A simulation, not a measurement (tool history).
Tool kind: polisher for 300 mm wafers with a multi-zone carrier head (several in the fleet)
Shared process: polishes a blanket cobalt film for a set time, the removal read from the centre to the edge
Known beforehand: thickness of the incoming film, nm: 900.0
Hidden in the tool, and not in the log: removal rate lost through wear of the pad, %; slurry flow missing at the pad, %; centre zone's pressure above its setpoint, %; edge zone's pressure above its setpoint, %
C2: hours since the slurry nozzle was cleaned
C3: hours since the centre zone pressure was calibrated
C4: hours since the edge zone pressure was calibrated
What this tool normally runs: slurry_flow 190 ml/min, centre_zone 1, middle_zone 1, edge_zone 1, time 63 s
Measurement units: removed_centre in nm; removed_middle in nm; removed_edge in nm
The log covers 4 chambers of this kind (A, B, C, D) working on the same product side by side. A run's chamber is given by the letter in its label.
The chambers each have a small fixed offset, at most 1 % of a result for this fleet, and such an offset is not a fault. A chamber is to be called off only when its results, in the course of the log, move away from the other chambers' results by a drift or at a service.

run 1D hour=4.9 | slurry_flow=190 centre_zone=1 middle_zone=1 edge_zone=1 time=63 | wafers_polished_on_this_pad=449 C2=611.2 C3=579.8 C4=1251.5 | removed_centre=330.8 removed_middle=329.98 removed_edge=327.3
run 2C hour=9.6 | slurry_flow=190 centre_zone=1 middle_zone=1 edge_zone=1 time=63 | wafers_polished_on_this_pad=254 C2=209.1 C3=101.7 C4=77.3 | removed_centre=325.79 removed_middle=324.31 removed_edge=328.36
-- hour=14.8 chamber D: worn pad replaced by a new one
run 3B hour=14.8 | slurry_flow=190 centre_zone=1 middle_zone=1 edge_zone=1 time=63 | wafers_polished_on_this_pad=719 C2=215.8 C3=538.8 C4=106.8 | removed_centre=328.65 removed_middle=331.62 removed_edge=328.08
-- hour=15 chamber C: slurry nozzle cleaned
run 4A hour=18.6 | slurry_flow=190 centre_zone=1 middle_zone=1 edge_zone=1 time=63 | wafers_polished_on_this_pad=241 C2=37.2 C3=350.8 C4=787.8 | removed_centre=334.92 removed_middle=330.64 removed_edge=326.97
run 5B hour=22.4 | slurry_flow=190 centre_zone=1 middle_zone=1 edge_zone=1 time=63 | wafers_polished_on_this_pad=790 C2=223.4 C3=546.4 C4=114.4 | removed_centre=327.87 removed_middle=332.27 removed_edge=329.24
run 6C hour=27.1 | slurry_flow=190 centre_zone=1 middle_zone=1 edge_zone=1 time=63 | wafers_polished_on_this_pad=420 C2=12.1 C3=119.2 C4=94.8 | removed_centre=332.02 removed_middle=330.11 removed_edge=332.36
-- hour=28.8 chamber B: worn pad replaced by a new one
run 7D hour=34.6 | slurry_flow=190 centre_zone=1 middle_zone=1 edge_zone=1 time=63 | wafers_polished_on_this_pad=187 C2=640.9 C3=609.5 C4=1281.2 | removed_centre=327.65 removed_middle=337.33 removed_edge=331.76
run 8A hour=38.5 | slurry_flow=190 centre_zone=1 middle_zone=1 edge_zone=1 time=63 | wafers_polished_on_this_pad=429 C2=57.1 C3=370.7 C4=807.7 | removed_centre=329.41 removed_middle=329.95 removed_edge=328.78
run 9A hour=42.1 | slurry_flow=190 centre_zone=1 middle_zone=1 edge_zone=1 time=63 | wafers_polished_on_this_pad=463 C2=60.7 C3=374.3 C4=811.3 | removed_centre=329.29 removed_middle=337.98 removed_edge=327.31
run 10C hour=46.4 | slurry_flow=190 centre_zone=1 middle_zone=1 edge_zone=1 time=63 | wafers_polished_on_this_pad=602 C2=31.4 C3=138.5 C4=114.1 | removed_centre=328.94 removed_middle=322.39 removed_edge=329.55
run 11B hour=50.8 | slurry_flow=190 centre_zone=1.06 middle_zone=1 edge_zone=1 time=43 | wafers_polished_on_this_pad=207 C2=251.8 C3=574.8 C4=142.8 | removed_centre=239.31 removed_middle=225.65 removed_edge=226.04
-- hour=54.1 chamber C: worn pad replaced by a new one
run 12D hour=55.8 | slurry_flow=190 centre_zone=1.06 middle_zone=1 edge_zone=1 time=43 | wafers_polished_on_this_pad=387 C2=662.1 C3=630.7 C4=1302.4 | removed_centre=240.2 removed_middle=227.43 removed_edge=224.11
run 13A hour=59.7 | slurry_flow=190 centre_zone=1.06 middle_zone=1 edge_zone=1 time=43 | wafers_polished_on_this_pad=630 C2=78.3 C3=391.9 C4=828.9 | removed_centre=238.9 removed_middle=230.88 removed_edge=223.79
run 14D hour=63.5 | slurry_flow=190 centre_zone=1.06 middle_zone=1 edge_zone=1 time=43 | wafers_polished_on_this_pad=460 C2=669.8 C3=638.4 C4=1310.1 | removed_centre=238.36 removed_middle=223.26 removed_edge=223.45
run 15B hour=70.4 | slurry_flow=190 centre_zone=1 middle_zone=1 edge_zone=1 time=63 | wafers_polished_on_this_pad=393 C2=271.4 C3=594.4 C4=162.4 | removed_centre=329.06 removed_middle=334.61 removed_edge=330.58
run 16C hour=73.8 | slurry_flow=190 centre_zone=1 middle_zone=1.1 edge_zone=1 time=63 | wafers_polished_on_this_pad=186 C2=58.8 C3=165.9 C4=141.5 | removed_centre=327.71 removed_middle=361.18 removed_edge=331.54
-- hour=76.8 chamber B: centre zone pressure recalibrated
run 17A hour=78.5 | slurry_flow=190 centre_zone=1 middle_zone=1.1 edge_zone=1 time=63 | wafers_polished_on_this_pad=807 C2=97.1 C3=410.7 C4=847.7 | removed_centre=332.91 removed_middle=359.21 removed_edge=329.1
run 18D hour=81.9 | slurry_flow=190 centre_zone=1 middle_zone=1.1 edge_zone=1 time=63 | wafers_polished_on_this_pad=634 C2=688.2 C3=656.8 C4=1328.5 | removed_centre=331.05 removed_middle=361.17 removed_edge=329.52
-- hour=84.9 chamber D: worn pad replaced by a new one
run 19B hour=85.6 | slurry_flow=190 centre_zone=1 middle_zone=1.1 edge_zone=1 time=63 | wafers_polished_on_this_pad=536 C2=286.6 C3=8.9 C4=177.6 | removed_centre=327.42 removed_middle=353.05 removed_edge=331.49
-- hour=90.3 chamber D: centre zone pressure recalibrated
run 20C hour=91.6 | slurry_flow=190 centre_zone=1 middle_zone=1 edge_zone=1 time=63 | wafers_polished_on_this_pad=354 C2=76.6 C3=183.7 C4=159.3 | removed_centre=326.23 removed_middle=328.76 removed_edge=330.29
run 21A hour=99 | slurry_flow=190 centre_zone=1.12 middle_zone=1 edge_zone=1 time=63 | wafers_polished_on_this_pad=1001 C2=117.6 C3=431.2 C4=868.2 | removed_centre=374.31 removed_middle=331.29 removed_edge=329.02
-- hour=99.1 chamber A: worn pad replaced by a new one
run 22B hour=103.3 | slurry_flow=190 centre_zone=1.12 middle_zone=1 edge_zone=1 time=63 | wafers_polished_on_this_pad=704 C2=304.3 C3=26.6 C4=195.3 | removed_centre=371.31 removed_middle=329.42 removed_edge=330.21
-- hour=105.7 chamber D: slurry nozzle cleaned
run 23D hour=108.9 | slurry_flow=190 centre_zone=1.12 middle_zone=1 edge_zone=1 time=63 | wafers_polished_on_this_pad=226 C2=3.3 C3=18.7 C4=1355.5 | removed_centre=375.91 removed_middle=325.15 removed_edge=327.45
-- hour=113.6 chamber B: worn pad replaced by a new one
run 24C hour=113.6 | slurry_flow=190 centre_zone=1.12 middle_zone=1 edge_zone=1 time=63 | wafers_polished_on_this_pad=562 C2=98.6 C3=205.7 C4=181.3 | removed_centre=371.69 removed_middle=331.2 removed_edge=330.36
run 25D hour=120.8 | slurry_flow=190 centre_zone=1 middle_zone=1 edge_zone=1 time=63 | wafers_polished_on_this_pad=339 C2=15.2 C3=30.6 C4=1367.4 | removed_centre=331.49 removed_middle=331.73 removed_edge=325.09
run 26B hour=127.4 | slurry_flow=190 centre_zone=1 middle_zone=1 edge_zone=1 time=63 | wafers_polished_on_this_pad=130 C2=328.4 C3=50.7 C4=219.4 | removed_centre=327.59 removed_middle=328.97 removed_edge=327.68
-- hour=131.3 chamber C: worn pad replaced by a new one
run 27A hour=134.4 | slurry_flow=190 centre_zone=1 middle_zone=1 edge_zone=1 time=63 | wafers_polished_on_this_pad=333 C2=153 C3=466.6 C4=903.6 | removed_centre=327.23 removed_middle=339.03 removed_edge=327.89
run 28C hour=139.3 | slurry_flow=190 centre_zone=1 middle_zone=1 edge_zone=1 time=63 | wafers_polished_on_this_pad=75 C2=124.3 C3=231.4 C4=207 | removed_centre=325.23 removed_middle=320.96 removed_edge=330.17
run 29B hour=145.9 | slurry_flow=190 centre_zone=1 middle_zone=1 edge_zone=1 time=63 | wafers_polished_on_this_pad=305 C2=346.9 C3=69.2 C4=237.9 | removed_centre=328.03 removed_middle=328.34 removed_edge=328.81

What goes on in this fleet: one chamber off, a drifting gauge, or nothing beyond the chambers' own small offsets? Name the chamber and the cause, if any.

Beyond each chamber's small constant offset nothing stands out, and the gauge stays steady.

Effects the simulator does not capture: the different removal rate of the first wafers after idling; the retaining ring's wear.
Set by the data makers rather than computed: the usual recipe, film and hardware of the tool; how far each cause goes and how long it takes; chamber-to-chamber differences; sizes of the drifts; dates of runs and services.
